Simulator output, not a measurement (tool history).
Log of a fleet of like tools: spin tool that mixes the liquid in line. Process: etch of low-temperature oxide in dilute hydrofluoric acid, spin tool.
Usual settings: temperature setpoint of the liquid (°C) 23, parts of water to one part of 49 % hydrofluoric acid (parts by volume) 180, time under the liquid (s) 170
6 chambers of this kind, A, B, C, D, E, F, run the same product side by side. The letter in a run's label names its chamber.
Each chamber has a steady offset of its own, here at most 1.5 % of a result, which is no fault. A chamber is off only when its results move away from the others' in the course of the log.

run,hour,temperature setpoint of the liquid (°C),parts of water to one part of 49 % hydrofluoric acid (parts by volume),time under the liquid (s),hours since the thermometer was replaced,hours since the hydrofluoric acid flow meter was replaced,"read-back film thickness of the low-temperature oxide reference wafer, read on the same gauge (nm)",thickness taken off the low-temperature oxide on a monitor wafer (nm)
1D,6.4,23,180,170,1205.2,472.3,40.013,11.3950
2F,11.0,23,180,170,931.6,957.3,39.977,11.2980
3B,17.8,23,180,170,910.6,512.1,40.017,11.3830
4A,22.4,23,180,170,545.7,154.8,39.988,11.1790
5E,28.7,23,180,170,978.3,501.0,39.980,11.2270
6C,32.2,20,180,265,140.2,263.9,40.002,15.6480
7F,35.3,20,180,265,955.9,981.6,40.013,15.7990
8E,40.7,20,180,265,990.3,513.0,40.009,15.7080
9C,46.8,20,180,265,154.8,278.5,39.988,15.6190
10B,51.7,20,180,265,944.5,546.0,40.026,15.6450
11D,58.4,20,180,265,1257.2,524.3,40.000,15.9660
12A,63.5,23,180,170,586.8,195.9,40.002,11.2210
13B,67.2,23,180,170,960.0,561.5,39.947,11.2880
14E,74.1,23,180,170,1023.7,546.4,39.991,11.4360
15C,80.1,23,180,170,188.1,311.8,40.009,11.3760
16D,85.0,23,180,170,1283.8,550.9,40.008,11.4630
17A,91.8,23,180,170,615.1,224.2,40.016,11.3560
18F,97.6,23,180,170,1018.2,1043.9,39.967,11.7840
19A,103.7,21,180,130,627.0,236.1,39.994,7.9713
20D,108.1,21,180,130,1306.9,574.0,39.997,8.0956
21F,112.9,21,180,130,1033.5,1059.2,39.972,8.3448
22C,119.9,21,180,130,227.9,351.6,39.998,7.9806
23E,126.2,21,180,130,1075.8,598.5,39.976,7.9574
24B,132.4,21,180,130,1025.2,626.7,39.999,8.1121
25D,138.5,28,225,170,1337.3,604.4,40.011,10.5420
26F,144.5,28,225,170,1065.1,1090.8,39.977,11.1210
# hour 146.6: chamber E: thermometer replaced
27E,148.8,28,225,170,2.2,621.1,40.011,10.3330
28C,151.9,28,225,170,259.9,383.6,39.982,10.1990
29B,155.3,28,225,170,1048.1,649.6,40.017,10.4430
30A,160.8,28,225,170,684.1,293.2,39.959,10.3130
31F,165.4,23,180,170,1086.0,1111.7,39.986,12.2860
32C,170.9,23,180,170,278.9,402.6,39.982,11.2020
33B,177.5,23,180,170,1070.3,671.8,40.031,11.3620
34D,181.6,23,180,170,1380.4,647.5,39.993,11.5080
35A,187.7,23,180,170,711.0,320.1,39.964,11.3680
36E,191.7,23,180,170,45.1,664.0,40.024,11.1930

Is one chamber off against the others, does the gauge drift, or is nothing wrong? If a chamber is off, say which, and what the likeliest cause is.

Chamber F drifts away from the others.
Cause: hydrofluoric acid flow above the setpoint (%) = 8.21.
The log may not tell that from: liquid hotter than its thermometer reads (K).

Here are 4 candidates for chamber F's next run, each the usual settings with a change, their results left as question marks. Which one brings its results back in line with what the others give on the usual settings?
In line means no further than this from the other chambers' mean on the usual settings: thickness taken off the low-temperature oxide on a monitor wafer (nm) 0.2600
37F-1,196.8,23,175,180,,,,?
37F-2,196.8,23,170,185,,,,?
37F-3,196.8,19,180,170,,,,?
37F-4,196.8,23,185,160,,,,?

The other chambers' mean on the usual settings: thickness taken off the low-temperature oxide on a monitor wafer (nm) 11.3480
run,thickness taken off the low-temperature oxide on a monitor wafer (nm)
37F-1,13.5910
37F-2,14.4460
37F-3,10.6020
37F-4,11.3250
37F-4 brings the chamber back in line.
